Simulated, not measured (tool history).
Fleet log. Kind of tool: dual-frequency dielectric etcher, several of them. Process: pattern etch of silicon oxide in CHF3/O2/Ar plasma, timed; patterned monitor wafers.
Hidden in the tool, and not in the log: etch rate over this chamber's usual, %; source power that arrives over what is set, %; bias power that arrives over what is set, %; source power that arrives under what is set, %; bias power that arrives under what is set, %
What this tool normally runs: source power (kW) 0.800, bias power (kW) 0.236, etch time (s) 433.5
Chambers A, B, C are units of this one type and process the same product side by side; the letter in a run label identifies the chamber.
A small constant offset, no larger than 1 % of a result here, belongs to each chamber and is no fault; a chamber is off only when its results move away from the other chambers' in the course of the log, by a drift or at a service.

run   hour  source power (kW)  bias power (kW)  etch time (s)  hours since the last wet clean  hours since the last source power generator calibration  hours since the last bias power generator calibration  read-back reference wafer on the same gauge, depth_nm  mean etch depth across the wafer (Å)
 1B   10.6              0.800            0.236          433.5                           273.1                                                   1151.9                                                 1099.1                                                 1219.7                               10424.0
 2C   17.0              0.800            0.236          433.5                           220.9                                                    172.7                                                 1420.9                                                 1219.4                               10460.0
 3A   23.4              0.800            0.236          433.5                           195.0                                                   1305.8                                                  482.9                                                 1219.6                               10439.0
 4B   37.2              0.800            0.236          433.5                           299.7                                                   1178.5                                                 1125.7                                                 1219.1                               10414.0
 5C   47.8              0.800            0.236          433.5                           251.7                                                    203.5                                                 1451.7                                                 1218.6                               10441.0
 6A   54.6              0.800            0.236          433.5                           226.2                                                   1337.0                                                  514.1                                                 1218.2                               10433.0
 7C   68.5              0.800            0.236          433.5                           272.4                                                    224.2                                                 1472.4                                                 1217.7                               10408.0
 8B   81.8              0.800            0.236          433.5                           344.3                                                   1223.1                                                 1170.3                                                 1218.1                               10420.0
 9A   90.1              0.800            0.236          433.5                           261.7                                                   1372.5                                                  549.6                                                 1218.0                               10379.0
10A   98.6              0.800            0.236          433.5                           270.2                                                   1381.0                                                  558.1                                                 1217.0                               10399.0
     111.5  -- chamber B: wet clean of the chamber
11B  112.3              0.800            0.236          433.5                             0.9                                                   1253.6                                                 1200.8                                                 1216.7                               10353.0
12C  119.2              0.660            0.236          433.5                           323.1                                                    274.9                                                 1523.1                                                 1216.6                                9698.3
13A  129.3              0.660            0.236          433.5                           300.9                                                   1411.7                                                  588.8                                                 1216.4                                9656.2
14B  138.6              0.660            0.236          433.5                            27.2                                                   1279.9                                                 1227.1                                                 1215.0                                9637.2
15C  150.0              0.800            0.236          433.5                           353.9                                                    305.7                                                 1553.9                                                 1215.2                               10418.0
16C  163.4              0.800            0.236          433.5                           367.3                                                    319.1                                                 1567.3                                                 1215.0                               10400.0
17B  169.9              0.800            0.236          433.5                            58.5                                                   1311.2                                                 1258.4                                                 1215.5                               10362.0
18A  183.4              0.800            0.236          433.5                           355.0                                                   1465.8                                                  642.9                                                 1214.8                               10337.0
19B  191.4              0.800            0.236          433.5                            80.0                                                   1332.7                                                 1279.9                                                 1213.7                               10357.0
     195.7  -- chamber A: wet clean of the chamber
20A  202.4              0.800            0.236          433.5                             6.8                                                   1484.8                                                  661.9                                                 1213.4                               10391.0
21C  209.1              0.800            0.236          433.5                           413.0                                                    364.8                                                 1613.0                                                 1213.8                               10387.0
22C  216.3              0.800            0.236          433.5                           420.2                                                    372.0                                                 1620.2                                                 1213.5                               10361.0
23B  226.9              0.800            0.236          433.5                           115.5                                                   1368.2                                                 1315.4                                                 1213.1                               10358.0
     228.3  -- chamber C: wet clean of the chamber
24A  238.7              0.800            0.236          433.5                            43.1                                                   1521.1                                                  698.2                                                 1213.3                               10354.0
25B  250.2              0.800            0.236          433.5                           138.8                                                   1391.5                                                 1338.7                                                 1212.8                               10359.0
26C  258.1              0.800            0.236          433.5                            29.9                                                    413.8                                                 1662.0                                                 1212.4                               10398.0
27A  264.9              0.800            0.236          433.5                            69.3                                                   1547.3                                                  724.4                                                 1211.6                               10355.0

One chamber off, gauge drift, or nothing amiss beyond the chambers' own small offsets? If it is a chamber, which one, and what is the likeliest cause?

None of the chambers is off. What moves is the gauge, dragging all their readings along together.
What lies behind it: gauge reads low (%) = 0.668.

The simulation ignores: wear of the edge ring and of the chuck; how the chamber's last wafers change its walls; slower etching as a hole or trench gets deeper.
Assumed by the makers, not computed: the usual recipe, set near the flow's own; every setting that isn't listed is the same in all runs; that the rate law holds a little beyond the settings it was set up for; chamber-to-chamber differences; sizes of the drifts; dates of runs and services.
